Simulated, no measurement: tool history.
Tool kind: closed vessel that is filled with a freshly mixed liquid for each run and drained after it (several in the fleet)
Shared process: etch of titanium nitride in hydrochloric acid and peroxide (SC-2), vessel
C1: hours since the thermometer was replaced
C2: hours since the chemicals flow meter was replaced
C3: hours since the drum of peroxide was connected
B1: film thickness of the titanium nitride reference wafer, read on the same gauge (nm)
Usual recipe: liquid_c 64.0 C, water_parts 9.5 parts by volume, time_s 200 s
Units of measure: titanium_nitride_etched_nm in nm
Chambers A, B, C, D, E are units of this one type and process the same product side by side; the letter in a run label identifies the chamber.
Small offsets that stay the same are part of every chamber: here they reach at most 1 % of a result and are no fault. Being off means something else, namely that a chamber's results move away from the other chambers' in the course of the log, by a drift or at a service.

Run 1C, hour 8.9: usual settings; C1 1237.8; C2 1201.0; C3 389.9; B1 130.00. Result: titanium_nitride_etched_nm 11.6880 nm.
Run 2A, hour 17.8: usual settings; C1 427.2; C2 76.7; C3 287.6; B1 130.01. Result: titanium_nitride_etched_nm 11.6740 nm.
Run 3B, hour 27.2: usual settings; C1 1998.8; C2 107.1; C3 355.3; B1 129.98. Result: titanium_nitride_etched_nm 11.6670 nm.
Run 4E, hour 36.2: usual settings; C1 260.5; C2 53.6; C3 942.5; B1 129.99. Result: titanium_nitride_etched_nm 11.5860 nm.
Run 5D, hour 44.1: usual settings; C1 1926.3; C2 1413.5; C3 478.5; B1 130.01. Result: titanium_nitride_etched_nm 11.5450 nm.
At hour 51.2: chamber E: new drum of peroxide connected.
Run 6A, hour 55.6: usual settings but water_parts 7.5 parts by volume, time_s 120 s; C1 465.0; C2 114.5; C3 325.4; B1 130.00. Result: titanium_nitride_etched_nm 8.3727 nm.
At hour 64.5: chamber B: thermometer replaced.
Run 7D, hour 67.1: usual settings but water_parts 7.5 parts by volume, time_s 120 s; C1 1949.3; C2 1436.5; C3 501.5; B1 130.01. Result: titanium_nitride_etched_nm 8.4299 nm.
Run 8B, hour 77.1: usual settings but water_parts 7.5 parts by volume, time_s 120 s; C1 12.7; C2 157.0; C3 405.2; B1 129.99. Result: titanium_nitride_etched_nm 8.4246 nm.
Run 9C, hour 89.4: usual settings but water_parts 7.5 parts by volume, time_s 120 s; C1 1318.3; C2 1281.5; C3 470.4; B1 130.00. Result: titanium_nitride_etched_nm 8.5416 nm.
Run 10E, hour 100.1: usual settings but water_parts 7.5 parts by volume, time_s 120 s; C1 324.4; C2 117.5; C3 49.0; B1 130.01. Result: titanium_nitride_etched_nm 8.3008 nm.
Run 11A, hour 111.1: usual settings but liquid_c 55.5 C, water_parts 5.0 parts by volume; C1 520.5; C2 170.0; C3 380.9; B1 130.00. Result: titanium_nitride_etched_nm 10.9220 nm.
Run 12E, hour 119.5: usual settings but liquid_c 55.5 C, water_parts 5.0 parts by volume; C1 343.8; C2 136.9; C3 68.4; B1 129.99. Result: titanium_nitride_etched_nm 11.1360 nm.
Run 13B, hour 129.3: usual settings but liquid_c 55.5 C, water_parts 5.0 parts by volume; C1 64.9; C2 209.2; C3 457.4; B1 130.01. Result: titanium_nitride_etched_nm 11.2120 nm.
Run 14C, hour 140.7: usual settings but liquid_c 55.5 C, water_parts 5.0 parts by volume; C1 1369.6; C2 1332.8; C3 521.7; B1 129.99. Result: titanium_nitride_etched_nm 11.3980 nm.
Run 15D, hour 147.1: usual settings but liquid_c 55.5 C, water_parts 5.0 parts by volume; C1 2029.3; C2 1516.5; C3 581.5; B1 129.99. Result: titanium_nitride_etched_nm 11.0830 nm.
Run 16B, hour 159.9: usual settings; C1 95.5; C2 239.8; C3 488.0; B1 130.00. Result: titanium_nitride_etched_nm 11.6880 nm.
Run 17A, hour 171.4: usual settings; C1 580.8; C2 230.3; C3 441.2; B1 130.01. Result: titanium_nitride_etched_nm 11.5770 nm.
Run 18D, hour 178.1: usual settings; C1 2060.3; C2 1547.5; C3 612.5; B1 129.99. Result: titanium_nitride_etched_nm 11.6530 nm.
Run 19C, hour 186.6: usual settings; C1 1415.5; C2 1378.7; C3 567.6; B1 130.01. Result: titanium_nitride_etched_nm 11.7840 nm.
Run 20E, hour 198.0: usual settings; C1 422.3; C2 215.4; C3 146.9; B1 129.99. Result: titanium_nitride_etched_nm 11.5620 nm.
Run 21A, hour 203.7: usual settings but time_s 120 s; C1 613.1; C2 262.6; C3 473.5; B1 130.00. Result: titanium_nitride_etched_nm 7.0045 nm.
Run 22B, hour 216.5: usual settings but time_s 120 s; C1 152.1; C2 296.4; C3 544.6; B1 129.98. Result: titanium_nitride_etched_nm 7.0160 nm.
Run 23E, hour 224.3: usual settings but time_s 120 s; C1 448.6; C2 241.7; C3 173.2; B1 130.01. Result: titanium_nitride_etched_nm 6.9887 nm.
Run 24D, hour 234.2: usual settings but time_s 120 s; C1 2116.4; C2 1603.6; C3 668.6; B1 130.00. Result: titanium_nitride_etched_nm 6.8979 nm.
Run 25C, hour 241.4: usual settings but time_s 120 s; C1 1470.3; C2 1433.5; C3 622.4; B1 130.01. Result: titanium_nitride_etched_nm 7.1094 nm.
Run 26E, hour 250.2: usual settings but liquid_c 67.5 C, water_parts 4.5 parts by volume; C1 474.5; C2 267.6; C3 199.1; B1 129.99. Result: titanium_nitride_etched_nm 25.0130 nm.
Run 27A, hour 256.2: usual settings but liquid_c 67.5 C, water_parts 4.5 parts by volume; C1 665.6; C2 315.1; C3 526.0; B1 130.01. Result: titanium_nitride_etched_nm 25.0810 nm.
Run 28B, hour 268.5: usual settings but liquid_c 67.5 C, water_parts 4.5 parts by volume; C1 204.1; C2 348.4; C3 596.6; B1 129.99. Result: titanium_nitride_etched_nm 25.2760 nm.
Run 29C, hour 280.4: usual settings but liquid_c 67.5 C, water_parts 4.5 parts by volume; C1 1509.3; C2 1472.5; C3 661.4; B1 130.01. Result: titanium_nitride_etched_nm 25.6270 nm.
Run 30D, hour 292.9: usual settings but liquid_c 67.5 C, water_parts 4.5 parts by volume; C1 2175.1; C2 1662.3; C3 727.3; B1 129.99. Result: titanium_nitride_etched_nm 26.0290 nm.
Run 31C, hour 299.9: usual settings; C1 1528.8; C2 1492.0; C3 680.9; B1 130.01. Result: titanium_nitride_etched_nm 11.6070 nm.
Run 32E, hour 310.9: usual settings; C1 535.2; C2 328.3; C3 259.8; B1 129.99. Result: titanium_nitride_etched_nm 11.6270 nm.
Run 33B, hour 323.9: usual settings; C1 259.5; C2 403.8; C3 652.0; B1 130.01. Result: titanium_nitride_etched_nm 11.6600 nm.
Run 34A, hour 330.0: usual settings but liquid_c 54.5 C, time_s 310 s; C1 739.4; C2 388.9; C3 599.8; B1 130.01. Result: titanium_nitride_etched_nm 9.8299 nm.
Run 35D, hour 340.2: usual settings but liquid_c 54.5 C, time_s 310 s; C1 2222.4; C2 1709.6; C3 774.6; B1 129.99. Result: titanium_nitride_etched_nm 9.8215 nm.
Run 36A, hour 353.0: usual settings but liquid_c 54.5 C, time_s 310 s; C1 762.4; C2 411.9; C3 622.8; B1 130.01. Result: titanium_nitride_etched_nm 9.8377 nm.
Run 37D, hour 364.9: usual settings but liquid_c 54.5 C, time_s 310 s; C1 2247.1; C2 1734.3; C3 799.3; B1 130.01. Result: titanium_nitride_etched_nm 9.8540 nm.
Run 38B, hour 377.3: usual settings but liquid_c 54.5 C, time_s 310 s; C1 312.9; C2 457.2; C3 705.4; B1 130.01. Result: titanium_nitride_etched_nm 9.8949 nm.

For the next run the whole fleet of 5 chambers uses the same settings. Give each chamber's results:
Run 39A, hour 386.8: usual settings. Result: titanium_nitride_etched_nm ?.
Run 39B, hour 386.8: usual settings. Result: titanium_nitride_etched_nm ?.
Run 39C, hour 386.8: usual settings. Result: titanium_nitride_etched_nm ?.
Run 39D, hour 386.8: usual settings. Result: titanium_nitride_etched_nm ?.
Run 39E, hour 386.8: usual settings. Result: titanium_nitride_etched_nm ?.

run  titanium_nitride_etched_nm
39A                     11.5870
39B                     11.6720
39C                     11.6080
39D                     11.6430
39E                     11.7940

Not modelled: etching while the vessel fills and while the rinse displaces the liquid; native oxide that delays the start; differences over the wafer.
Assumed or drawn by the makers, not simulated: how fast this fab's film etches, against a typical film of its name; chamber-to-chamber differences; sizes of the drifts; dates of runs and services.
